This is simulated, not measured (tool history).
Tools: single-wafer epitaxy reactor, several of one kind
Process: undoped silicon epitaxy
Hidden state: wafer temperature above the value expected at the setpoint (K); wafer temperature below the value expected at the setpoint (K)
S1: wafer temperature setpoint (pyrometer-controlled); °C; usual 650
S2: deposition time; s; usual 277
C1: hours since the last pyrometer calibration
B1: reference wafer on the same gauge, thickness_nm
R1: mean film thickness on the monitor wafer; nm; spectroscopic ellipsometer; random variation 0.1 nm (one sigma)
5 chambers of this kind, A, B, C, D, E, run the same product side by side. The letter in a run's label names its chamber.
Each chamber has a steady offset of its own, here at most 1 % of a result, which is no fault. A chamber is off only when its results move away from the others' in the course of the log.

run 1E hour=10.4 | S1=650 S2=277 | C1=1036.4 | B1=50.793 | R1=46.236
run 2D hour=19.7 | S1=650 S2=277 | C1=1969.6 | B1=50.828 | R1=46.247
run 3B hour=28.4 | S1=650 S2=277 | C1=1581.4 | B1=50.774 | R1=46.443
run 4C hour=37 | S1=650 S2=277 | C1=1129.8 | B1=50.789 | R1=46.718
run 5A hour=46.8 | S1=650 S2=277 | C1=289.5 | B1=50.779 | R1=46.361
run 6A hour=53.5 | S1=650 S2=277 | C1=296.2 | B1=50.774 | R1=46.587
run 7B hour=62.4 | S1=650 S2=277 | C1=1615.4 | B1=50.8 | R1=46.337
run 8E hour=68.6 | S1=650 S2=277 | C1=1094.6 | B1=50.82 | R1=46.094
run 9D hour=77 | S1=650 S2=277 | C1=2026.9 | B1=50.81 | R1=46.239
run 10C hour=85.8 | S1=650 S2=277 | C1=1178.6 | B1=50.804 | R1=46.588
run 11D hour=92.5 | S1=650 S2=277 | C1=2042.4 | B1=50.804 | R1=46.197
run 12E hour=97.6 | S1=650 S2=277 | C1=1123.6 | B1=50.788 | R1=46.051
run 13A hour=104.4 | S1=650 S2=235 | C1=347.1 | B1=50.798 | R1=39.502
run 14B hour=115.4 | S1=650 S2=235 | C1=1668.4 | B1=50.831 | R1=39.419
run 15C hour=126.9 | S1=650 S2=235 | C1=1219.7 | B1=50.77 | R1=39.675
run 16A hour=137.7 | S1=650 S2=235 | C1=380.4 | B1=50.789 | R1=39.485
run 17C hour=148.8 | S1=650 S2=235 | C1=1241.6 | B1=50.814 | R1=39.627
run 18D hour=158.2 | S1=650 S2=277 | C1=2108.1 | B1=50.791 | R1=46.29
run 19E hour=168.4 | S1=659 S2=310 | C1=1194.4 | B1=50.791 | R1=62.682
run 20B hour=174.1 | S1=659 S2=310 | C1=1727.1 | B1=50.811 | R1=63.049
run 21A hour=184.4 | S1=659 S2=310 | C1=427.1 | B1=50.786 | R1=63.408
run 22C hour=189.7 | S1=659 S2=310 | C1=1282.5 | B1=50.829 | R1=63.513
-- hour=195 chamber D: pyrometer calibrated
run 23D hour=198.5 | S1=659 S2=310 | C1=3.5 | B1=50.791 | R1=63.101
run 24E hour=208.4 | S1=650 S2=277 | C1=1234.4 | B1=50.777 | R1=46.319
run 25B hour=216 | S1=636 S2=252 | C1=1769 | B1=50.785 | R1=30.821
run 26D hour=223.4 | S1=636 S2=252 | C1=28.4 | B1=50.791 | R1=30.737
run 27C hour=231.4 | S1=636 S2=252 | C1=1324.2 | B1=50.787 | R1=30.921
run 28E hour=237 | S1=636 S2=252 | C1=1263 | B1=50.753 | R1=30.95
run 29A hour=242.5 | S1=636 S2=252 | C1=485.2 | B1=50.796 | R1=31.11
run 30B hour=247.6 | S1=650 S2=277 | C1=1800.6 | B1=50.78 | R1=46.396
run 31D hour=258.7 | S1=645 S2=305 | C1=63.7 | B1=50.788 | R1=45.637
run 32B hour=269.4 | S1=645 S2=305 | C1=1822.4 | B1=50.788 | R1=45.737
run 33E hour=277.2 | S1=645 S2=305 | C1=1303.2 | B1=50.797 | R1=45.805
run 34C hour=285.6 | S1=645 S2=305 | C1=1378.4 | B1=50.789 | R1=45.883
run 35A hour=296.3 | S1=645 S2=305 | C1=539 | B1=50.802 | R1=45.99
run 36B hour=302.1 | S1=650 S2=277 | C1=1855.1 | B1=50.79 | R1=46.354
run 37C hour=307.2 | S1=658 S2=229 | C1=1400 | B1=50.815 | R1=46.064
run 38D hour=313.3 | S1=658 S2=229 | C1=118.3 | B1=50.813 | R1=45.687

Is one chamber off against the others, does the gauge drift, or is nothing wrong? If a chamber is off, say which, and what the likeliest cause is.

No chamber stands off beyond its own small offset, and the gauge holds steady.

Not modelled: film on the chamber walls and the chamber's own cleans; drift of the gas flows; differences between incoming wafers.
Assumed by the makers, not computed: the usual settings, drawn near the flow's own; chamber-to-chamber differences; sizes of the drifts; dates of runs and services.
